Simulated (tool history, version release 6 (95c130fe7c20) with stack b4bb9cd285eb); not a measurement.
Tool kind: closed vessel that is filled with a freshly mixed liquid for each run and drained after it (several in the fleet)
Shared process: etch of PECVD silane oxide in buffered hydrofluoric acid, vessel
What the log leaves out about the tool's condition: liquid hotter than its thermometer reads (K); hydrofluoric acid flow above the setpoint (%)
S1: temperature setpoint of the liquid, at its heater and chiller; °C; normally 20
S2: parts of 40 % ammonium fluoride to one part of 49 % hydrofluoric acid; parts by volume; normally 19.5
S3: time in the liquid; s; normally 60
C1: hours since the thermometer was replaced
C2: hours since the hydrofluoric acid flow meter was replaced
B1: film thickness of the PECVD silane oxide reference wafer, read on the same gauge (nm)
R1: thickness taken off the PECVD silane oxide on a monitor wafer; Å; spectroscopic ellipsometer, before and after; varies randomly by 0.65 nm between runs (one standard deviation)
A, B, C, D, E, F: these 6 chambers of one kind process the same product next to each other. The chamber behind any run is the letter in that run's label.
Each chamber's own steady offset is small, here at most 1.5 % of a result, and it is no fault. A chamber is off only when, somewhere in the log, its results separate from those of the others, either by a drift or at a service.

run	day	S1	S2	S3	C1	C2	B1	R1
1B	0.204	20	19.5	60	270.1	399.3	29.973	786.03
2F	0.5	20	19.5	60	1751.7	2019.5	30.009	776.07
3C	0.708	20	19.5	60	625.6	245.3	30.007	777.81
4A	1.046	20	19.5	60	1311.4	1588.5	30.007	784.61
5E	1.246	20	19.5	60	76.3	2083.8	30.035	768.23
6D	1.467	20	19.5	60	92.4	725.3	29.999	768.89
7F	1.688	20	19.5	60	1780.2	2048	29.973	784.64
# day 1.892: chamber F: hydrofluoric acid flow meter replaced
8E	2.021	20	19.5	60	94.9	2102.4	30.024	771.16
9D	2.317	20	19.5	60	112.8	745.7	29.988	776.77
10B	2.525	20	19.5	60	325.8	455	30.013	784.66
11A	2.775	20	19.5	60	1352.9	1630	29.965	789.98
# day 2.783: chamber C: thermometer replaced
12C	3.058	20	19.5	60	6.6	301.7	30.036	785.25
13D	3.396	20	19.5	60	138.7	771.6	30.045	777.45
14B	3.704	24.5	19.5	80	354.1	483.3	30.058	1339.2
15F	3.954	24.5	19.5	80	1834.6	49.6	29.996	1326.8
16C	4.275	24.5	19.5	80	35.8	330.9	29.968	1342.4
17A	4.571	24.5	19.5	80	1396	1673.1	30.024	1345.5
18E	4.854	24.5	19.5	80	162.9	2170.4	29.969	1326.3
19E	5.088	24.5	19.5	80	168.5	2176	29.994	1310.4
20D	5.429	20	19.5	60	187.5	820.4	30.015	770.27
21A	5.621	20	19.5	60	1421.2	1698.3	29.989	776.65
22C	5.833	20	19.5	60	73.2	368.3	29.992	783.85
23F	5.992	20	19.5	60	1883.5	98.5	30.011	786.83
24B	6.296	20	19.5	60	416.3	545.5	30.019	804.03
25C	6.554	20	19.5	60	90.5	385.6	29.981	777.84
26B	6.729	20	19.5	60	426.7	555.9	30.035	802.53
27E	6.929	20	19.5	60	212.7	2220.2	29.993	780
28F	7.271	20	19.5	60	1914.2	129.2	29.977	788.46
29D	7.475	20	19.5	60	236.6	869.5	29.984	766.45
30A	7.654	20	19.5	60	1470	1747.1	29.956	778.16
31E	7.892	20	19.5	60	235.8	2243.3	29.97	770.22
32A	8.233	20	16	60	1483.9	1761	30	953.52
33F	8.542	20	16	60	1944.7	159.7	29.973	950.51
34D	8.771	20	16	60	267.7	900.6	29.997	929.94
35C	9.046	20	16	60	150.3	445.4	29.975	963.98
36B	9.217	20	16	60	486.4	615.6	29.967	1024.2
37A	9.454	20	16	60	1513.2	1790.3	29.974	959.72
# day 9.488: chamber E: hydrofluoric acid flow meter replaced
38F	9.65	20	19.5	60	1971.3	186.3	29.991	781
39E	9.892	20	19.5	30	283.8	9.8	29.969	386.41
40B	10.183	20	19.5	30	509.6	638.8	29.997	421.79
41D	10.429	20	19.5	30	307.5	940.4	29.993	387.75

For the next run the whole fleet of 6 chambers uses the same settings. Give each chamber's results:
42A	10.688	20	19.5	85				?
42B	10.688	20	19.5	85				?
42C	10.688	20	19.5	85				?
42D	10.688	20	19.5	85				?
42E	10.688	20	19.5	85				?
42F	10.688	20	19.5	85				?

run	R1
42A	1110.2
42B	1179.3
42C	1102.7
42D	1102.5
42E	1063.6
42F	1105.3

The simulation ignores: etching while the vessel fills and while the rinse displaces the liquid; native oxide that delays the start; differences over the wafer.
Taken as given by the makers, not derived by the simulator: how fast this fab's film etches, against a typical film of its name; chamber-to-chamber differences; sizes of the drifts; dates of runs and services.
